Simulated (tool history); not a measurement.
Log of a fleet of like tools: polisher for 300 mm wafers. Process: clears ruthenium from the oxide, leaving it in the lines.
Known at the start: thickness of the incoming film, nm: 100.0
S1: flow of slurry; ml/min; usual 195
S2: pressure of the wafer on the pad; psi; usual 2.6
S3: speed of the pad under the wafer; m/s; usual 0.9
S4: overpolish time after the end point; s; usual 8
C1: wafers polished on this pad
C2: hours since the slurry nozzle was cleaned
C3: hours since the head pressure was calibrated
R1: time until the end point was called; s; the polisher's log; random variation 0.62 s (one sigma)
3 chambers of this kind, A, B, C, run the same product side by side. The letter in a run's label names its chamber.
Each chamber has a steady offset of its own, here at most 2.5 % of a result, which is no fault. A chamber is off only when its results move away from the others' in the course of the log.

run	hour	S1	S2	S3	S4	C1	C2	C3	R1
1A	7.1	195	2.6	0.9	8	410	601.9	314.4	71.01
2B	15.8	195	2.6	0.9	8	961	398	638	73.76
# hour 17.8: chamber A: worn pad replaced by a new one
3C	22.3	195	2.6	0.9	8	421	121.6	335.4	71.604
# hour 30.5: chamber B: worn pad replaced by a new one
4A	30.7	195	2.6	0.9	8	139	625.5	338	70.789
5B	37.3	195	2.6	0.9	8	73	419.5	659.5	75.121
6C	43.9	195	2.6	0.9	8	654	143.2	357	72.395
7A	53.7	140	2.6	1.06	8	387	648.5	361	65.452
# hour 55.3: chamber C: worn pad replaced by a new one
8C	63	140	2.6	1.06	8	83	162.3	376.1	64.189
# hour 64.8: chamber A: worn pad replaced by a new one
9B	69.5	140	2.6	1.06	8	421	451.7	691.7	66.833
10A	74.4	195	2.6	0.9	8	104	669.2	381.7	71.177
11C	81.6	195	2.6	0.9	8	284	180.9	394.7	72.23
12B	88.8	250	2.6	0.9	8	629	471	711	72.741
13B	96.4	250	2.6	0.9	8	711	478.6	718.6	71.999
14A	104.1	250	2.6	0.9	8	424	698.9	411.4	70.272
15C	108.8	195	2.6	0.9	5	578	208.1	421.9	73.691
16A	114.5	195	2.6	0.9	5	537	709.3	421.8	72.66
# hour 120.3: chamber A: worn pad replaced by a new one
17B	123	195	2.6	0.9	5	999	505.2	745.2	73.997
# hour 126.2: chamber C: worn pad replaced by a new one
18C	128.1	195	2.6	0.9	8	20	227.4	441.2	72.949
# hour 128.3: chamber B: worn pad replaced by a new one
19A	137.8	195	2.6	0.9	8	189	732.6	445.1	71.923
20C	142.5	195	2.6	0.9	8	176	241.8	455.6	74.73
21B	151.8	195	2.6	0.9	8	254	534	774	74.248
22C	157.1	195	2.6	0.9	8	334	256.4	470.2	75.489
23B	161.8	195	2.6	0.9	8	362	544	784	72.624
# hour 168.6: chamber B: slurry nozzle cleaned
24A	170.3	195	2.6	0.9	8	539	765.1	477.6	72.125
# hour 175.6: chamber A: worn pad replaced by a new one
25C	178.8	195	2.6	0.9	8	568	278.1	491.9	76.343
# hour 187: chamber C: worn pad replaced by a new one
26B	187.7	195	2.6	1.16	11	642	19.1	809.9	57.639
27A	196.7	195	2.6	1.16	11	228	791.5	504	55.6
28A	201.1	195	2.6	1.16	11	276	795.9	508.4	55.079
29C	206.3	195	2.6	0.66	8	208	305.6	519.4	105.69
30B	210.7	195	2.6	0.66	8	890	42.1	832.9	99.262
31B	219.2	195	2.6	0.66	8	982	50.6	841.4	101.58
# hour 220.5: chamber A: worn pad replaced by a new one
32C	227.6	195	2.6	0.9	8	438	326.9	540.7	78.732
33A	232.1	195	2.6	0.9	8	125	826.9	539.4	71.114
# hour 234.5: chamber B: worn pad replaced by a new one
34C	238.8	195	2.6	0.9	8	559	338.1	551.9	79.126
35B	243.9	195	3.5	0.9	12	101	75.3	866.1	54.887
36A	250.4	195	3.5	0.9	12	323	845.2	557.7	53.483

Is one chamber off against the others, does the gauge drift, or is nothing wrong? If a chamber is off, say which, and what the likeliest cause is.

Chamber C drifts away from the others.
Cause: head's pressure below its setpoint, % = 8.91.
The log may not tell that from: slurry flow missing at the pad, %.

Here are 4 candidates for chamber C's next run, each the usual settings with a change, their results left as question marks. Which one brings its results back in line with what the others give on the usual settings?
In line means no further than this from the other chambers' mean on the usual settings: R1 2.2 s
37C-1	257.6	195	2.8	0.96	8				?
37C-2	257.6	190	2.6	0.78	8				?
37C-3	257.6	190	2.4	0.9	8				?
37C-4	257.6	195	2.7	0.94	8				?

The other chambers' mean on the usual settings: R1 72.98 s
run	R1
37C-1	69.191
37C-2	91.995
37C-3	86.35
37C-4	73.267
37C-4 brings the chamber back in line.
